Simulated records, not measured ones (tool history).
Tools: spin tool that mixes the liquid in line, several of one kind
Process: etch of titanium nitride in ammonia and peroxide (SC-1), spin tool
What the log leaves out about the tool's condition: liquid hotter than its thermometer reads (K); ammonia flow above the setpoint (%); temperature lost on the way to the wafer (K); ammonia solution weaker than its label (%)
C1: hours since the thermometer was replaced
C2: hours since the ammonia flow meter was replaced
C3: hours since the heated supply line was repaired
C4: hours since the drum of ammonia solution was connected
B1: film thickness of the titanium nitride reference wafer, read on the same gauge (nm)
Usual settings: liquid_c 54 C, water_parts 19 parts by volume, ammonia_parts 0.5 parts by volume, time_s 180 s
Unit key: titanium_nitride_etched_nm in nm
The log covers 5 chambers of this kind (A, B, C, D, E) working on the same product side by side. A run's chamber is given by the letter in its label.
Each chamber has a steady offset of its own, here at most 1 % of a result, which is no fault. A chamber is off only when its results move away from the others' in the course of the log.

{"run": "1E", "day": 0.208, "liquid_c": 54, "water_parts": 19, "ammonia_parts": 0.5, "time_s": 180, "C1": 546.4, "C2": 346.1, "C3": 1208.6, "C4": 441.7, "B1": 90.014, "titanium_nitride_etched_nm": 10.271}
{"run": "2A", "day": 0.458, "liquid_c": 54, "water_parts": 19, "ammonia_parts": 0.5, "time_s": 180, "C1": 971.2, "C2": 183.8, "C3": 1116.4, "C4": 310.8, "B1": 89.99, "titanium_nitride_etched_nm": 10.272}
{"run": "3B", "day": 0.646, "liquid_c": 54, "water_parts": 19, "ammonia_parts": 0.5, "time_s": 180, "C1": 153.8, "C2": 1512.5, "C3": 324.8, "C4": 200.5, "B1": 90.01, "titanium_nitride_etched_nm": 10.161}
{"run": "4D", "day": 0.958, "liquid_c": 54, "water_parts": 19, "ammonia_parts": 0.5, "time_s": 180, "C1": 442.3, "C2": 573.6, "C3": 1424.9, "C4": 386.9, "B1": 90.005, "titanium_nitride_etched_nm": 10.321}
{"run": "5C", "day": 1.179, "liquid_c": 54, "water_parts": 19, "ammonia_parts": 0.5, "time_s": 180, "C1": 634.3, "C2": 856.2, "C3": 1593.5, "C4": 808.2, "B1": 89.978, "titanium_nitride_etched_nm": 10.319}
{"run": "6E", "day": 1.367, "liquid_c": 54, "water_parts": 19, "ammonia_parts": 0.5, "time_s": 180, "C1": 574.2, "C2": 373.9, "C3": 1236.4, "C4": 469.5, "B1": 89.99, "titanium_nitride_etched_nm": 10.262}
{"run": "7A", "day": 1.562, "liquid_c": 54, "water_parts": 19, "ammonia_parts": 0.5, "time_s": 180, "C1": 997.7, "C2": 210.3, "C3": 1142.9, "C4": 337.3, "B1": 90, "titanium_nitride_etched_nm": 10.139}
{"run": "8D", "day": 1.721, "liquid_c": 54, "water_parts": 26.5, "ammonia_parts": 0.5, "time_s": 245, "C1": 460.6, "C2": 591.9, "C3": 1443.2, "C4": 405.2, "B1": 90.003, "titanium_nitride_etched_nm": 11.499}
{"day": 1.8, "done": "chamber B: ammonia flow meter replaced"}
{"run": "9C", "day": 1.967, "liquid_c": 54, "water_parts": 26.5, "ammonia_parts": 0.5, "time_s": 245, "C1": 653.2, "C2": 875.1, "C3": 1612.4, "C4": 827.1, "B1": 90.018, "titanium_nitride_etched_nm": 11.565}
{"run": "10B", "day": 2.262, "liquid_c": 54, "water_parts": 26.5, "ammonia_parts": 0.5, "time_s": 245, "C1": 192.6, "C2": 11.1, "C3": 363.6, "C4": 239.3, "B1": 90.012, "titanium_nitride_etched_nm": 11.518}
{"run": "11B", "day": 2.462, "liquid_c": 54, "water_parts": 26.5, "ammonia_parts": 0.5, "time_s": 245, "C1": 197.4, "C2": 15.9, "C3": 368.4, "C4": 244.1, "B1": 89.999, "titanium_nitride_etched_nm": 11.42}
{"run": "12A", "day": 2.696, "liquid_c": 54, "water_parts": 26.5, "ammonia_parts": 0.5, "time_s": 245, "C1": 1024.9, "C2": 237.5, "C3": 1170.1, "C4": 364.5, "B1": 90.001, "titanium_nitride_etched_nm": 11.247}
{"day": 2.85, "done": "chamber C: new drum of ammonia solution connected"}
{"run": "13E", "day": 2.862, "liquid_c": 54, "water_parts": 19, "ammonia_parts": 0.5, "time_s": 180, "C1": 610.1, "C2": 409.8, "C3": 1272.3, "C4": 505.4, "B1": 89.986, "titanium_nitride_etched_nm": 10.323}
{"run": "14C", "day": 3.138, "liquid_c": 54, "water_parts": 19, "ammonia_parts": 0.5, "time_s": 135, "C1": 681.3, "C2": 903.2, "C3": 1640.5, "C4": 6.9, "B1": 90.006, "titanium_nitride_etched_nm": 7.7184}
{"day": 3.262, "done": "chamber D: heated supply line repaired"}
{"run": "15D", "day": 3.417, "liquid_c": 54, "water_parts": 19, "ammonia_parts": 0.5, "time_s": 135, "C1": 501.3, "C2": 632.6, "C3": 3.7, "C4": 445.9, "B1": 90.028, "titanium_nitride_etched_nm": 7.7944}
{"run": "16C", "day": 3.6, "liquid_c": 54, "water_parts": 19, "ammonia_parts": 0.5, "time_s": 135, "C1": 692.4, "C2": 914.3, "C3": 1651.6, "C4": 18, "B1": 89.984, "titanium_nitride_etched_nm": 7.7004}
{"run": "17A", "day": 3.858, "liquid_c": 54, "water_parts": 19, "ammonia_parts": 0.5, "time_s": 135, "C1": 1052.8, "C2": 265.4, "C3": 1198, "C4": 392.4, "B1": 90.016, "titanium_nitride_etched_nm": 7.5341}
{"run": "18E", "day": 4.117, "liquid_c": 54, "water_parts": 19, "ammonia_parts": 0.5, "time_s": 135, "C1": 640.2, "C2": 439.9, "C3": 1302.4, "C4": 535.5, "B1": 89.988, "titanium_nitride_etched_nm": 7.7471}
{"run": "19B", "day": 4.304, "liquid_c": 61.5, "water_parts": 19, "ammonia_parts": 0.35, "time_s": 180, "C1": 241.6, "C2": 60.1, "C3": 412.6, "C4": 288.3, "B1": 90.014, "titanium_nitride_etched_nm": 15.667}
{"run": "20D", "day": 4.488, "liquid_c": 61.5, "water_parts": 19, "ammonia_parts": 0.35, "time_s": 180, "C1": 527, "C2": 658.3, "C3": 29.4, "C4": 471.6, "B1": 89.974, "titanium_nitride_etched_nm": 15.608}
{"run": "21D", "day": 4.738, "liquid_c": 61.5, "water_parts": 19, "ammonia_parts": 0.35, "time_s": 180, "C1": 533, "C2": 664.3, "C3": 35.4, "C4": 477.6, "B1": 89.987, "titanium_nitride_etched_nm": 15.802}
{"run": "22E", "day": 4.942, "liquid_c": 61.5, "water_parts": 19, "ammonia_parts": 0.35, "time_s": 180, "C1": 660, "C2": 459.7, "C3": 1322.2, "C4": 555.3, "B1": 90.011, "titanium_nitride_etched_nm": 15.971}
{"run": "23C", "day": 5.133, "liquid_c": 61.5, "water_parts": 19, "ammonia_parts": 0.35, "time_s": 180, "C1": 729.2, "C2": 951.1, "C3": 1688.4, "C4": 54.8, "B1": 89.99, "titanium_nitride_etched_nm": 16.196}
{"day": 5.329, "done": "chamber E: thermometer replaced"}
{"run": "24A", "day": 5.45, "liquid_c": 54, "water_parts": 19, "ammonia_parts": 0.5, "time_s": 180, "C1": 1091, "C2": 303.6, "C3": 1236.2, "C4": 430.6, "B1": 90.004, "titanium_nitride_etched_nm": 10.079}
{"run": "25B", "day": 5.625, "liquid_c": 54, "water_parts": 19, "ammonia_parts": 0.5, "time_s": 180, "C1": 273.3, "C2": 91.8, "C3": 444.3, "C4": 320, "B1": 90, "titanium_nitride_etched_nm": 10.122}
{"run": "26B", "day": 5.817, "liquid_c": 54, "water_parts": 19, "ammonia_parts": 0.5, "time_s": 180, "C1": 277.9, "C2": 96.4, "C3": 448.9, "C4": 324.6, "B1": 90.013, "titanium_nitride_etched_nm": 10.12}
{"run": "27D", "day": 5.996, "liquid_c": 54, "water_parts": 19, "ammonia_parts": 0.5, "time_s": 180, "C1": 563.2, "C2": 694.5, "C3": 65.6, "C4": 507.8, "B1": 89.981, "titanium_nitride_etched_nm": 10.142}
{"run": "28E", "day": 6.142, "liquid_c": 54, "water_parts": 19, "ammonia_parts": 0.5, "time_s": 180, "C1": 19.5, "C2": 488.5, "C3": 1351, "C4": 584.1, "B1": 89.99, "titanium_nitride_etched_nm": 10.194}
{"run": "29A", "day": 6.462, "liquid_c": 54, "water_parts": 19, "ammonia_parts": 0.5, "time_s": 180, "C1": 1115.3, "C2": 327.9, "C3": 1260.5, "C4": 454.9, "B1": 90.006, "titanium_nitride_etched_nm": 10.089}
{"run": "30C", "day": 6.783, "liquid_c": 54, "water_parts": 19, "ammonia_parts": 0.5, "time_s": 180, "C1": 768.8, "C2": 990.7, "C3": 1728, "C4": 94.4, "B1": 89.994, "titanium_nitride_etched_nm": 11.052}
{"run": "31D", "day": 7.058, "liquid_c": 54, "water_parts": 19, "ammonia_parts": 0.5, "time_s": 180, "C1": 588.7, "C2": 720, "C3": 91.1, "C4": 533.3, "B1": 89.992, "titanium_nitride_etched_nm": 10.376}
{"run": "32C", "day": 7.25, "liquid_c": 54, "water_parts": 19, "ammonia_parts": 0.5, "time_s": 180, "C1": 780, "C2": 1001.9, "C3": 1739.2, "C4": 105.6, "B1": 89.991, "titanium_nitride_etched_nm": 11.05}
{"run": "33A", "day": 7.462, "liquid_c": 60.5, "water_parts": 19, "ammonia_parts": 0.5, "time_s": 235, "C1": 1139.3, "C2": 351.9, "C3": 1284.5, "C4": 478.9, "B1": 89.989, "titanium_nitride_etched_nm": 20.21}
{"run": "34E", "day": 7.683, "liquid_c": 60.5, "water_parts": 19, "ammonia_parts": 0.5, "time_s": 235, "C1": 56.5, "C2": 525.5, "C3": 1388, "C4": 621.1, "B1": 89.981, "titanium_nitride_etched_nm": 20.69}
{"run": "35B", "day": 7.846, "liquid_c": 60.5, "water_parts": 19, "ammonia_parts": 0.5, "time_s": 235, "C1": 326.6, "C2": 145.1, "C3": 497.6, "C4": 373.3, "B1": 90.019, "titanium_nitride_etched_nm": 20.25}
{"run": "36D", "day": 8.167, "liquid_c": 60.5, "water_parts": 19, "ammonia_parts": 0.5, "time_s": 235, "C1": 615.3, "C2": 746.6, "C3": 117.7, "C4": 559.9, "B1": 89.989, "titanium_nitride_etched_nm": 20.329}
{"day": 8.221, "done": "chamber A: thermometer replaced"}
{"run": "37B", "day": 8.446, "liquid_c": 60.5, "water_parts": 19, "ammonia_parts": 0.5, "time_s": 235, "C1": 341, "C2": 159.5, "C3": 512, "C4": 387.7, "B1": 90.008, "titanium_nitride_etched_nm": 20.449}
{"run": "38A", "day": 8.708, "liquid_c": 54, "water_parts": 19, "ammonia_parts": 0.5, "time_s": 180, "C1": 11.8, "C2": 381.8, "C3": 1314.4, "C4": 508.8, "B1": 89.992, "titanium_nitride_etched_nm": 10.212}

Read the log: is a single chamber off, either drifting away or since a service, is the gauge that measures every chamber drifting, or is nothing wrong beyond small per-chamber offsets? Name any odd chamber and what most likely caused it.

Little by little, chamber C moves away from the other chambers.
Most likely cause: liquid hotter than its thermometer reads (K) = 1.62.

Below are 4 candidate recipes for chamber C's next run, each the usual settings with a change, their results shown as question marks. Which of them brings C's results back in line with what the other chambers give on the usual settings?
In line means no further than this from the other chambers' mean on the usual settings: titanium_nitride_etched_nm 0.3 nm
{"run": "39C-1", "day": 8.942, "liquid_c": 55, "water_parts": 19, "ammonia_parts": 0.5, "time_s": 190, "titanium_nitride_etched_nm": "?"}
{"run": "39C-2", "day": 8.942, "liquid_c": 54, "water_parts": 19, "ammonia_parts": 0.4, "time_s": 180, "titanium_nitride_etched_nm": "?"}
{"run": "39C-3", "day": 8.942, "liquid_c": 54, "water_parts": 19, "ammonia_parts": 0.65, "time_s": 180, "titanium_nitride_etched_nm": "?"}
{"run": "39C-4", "day": 8.942, "liquid_c": 53.5, "water_parts": 19.5, "ammonia_parts": 0.5, "time_s": 170, "titanium_nitride_etched_nm": "?"}

Other chambers, usual settings, mean: titanium_nitride_etched_nm 10.201 nm
run=39C-1 titanium_nitride_etched_nm=12.847
run=39C-2 titanium_nitride_etched_nm=10.918
run=39C-3 titanium_nitride_etched_nm=11.956
run=39C-4 titanium_nitride_etched_nm=10.248
It is 39C-4 that realigns the chamber with its peers.
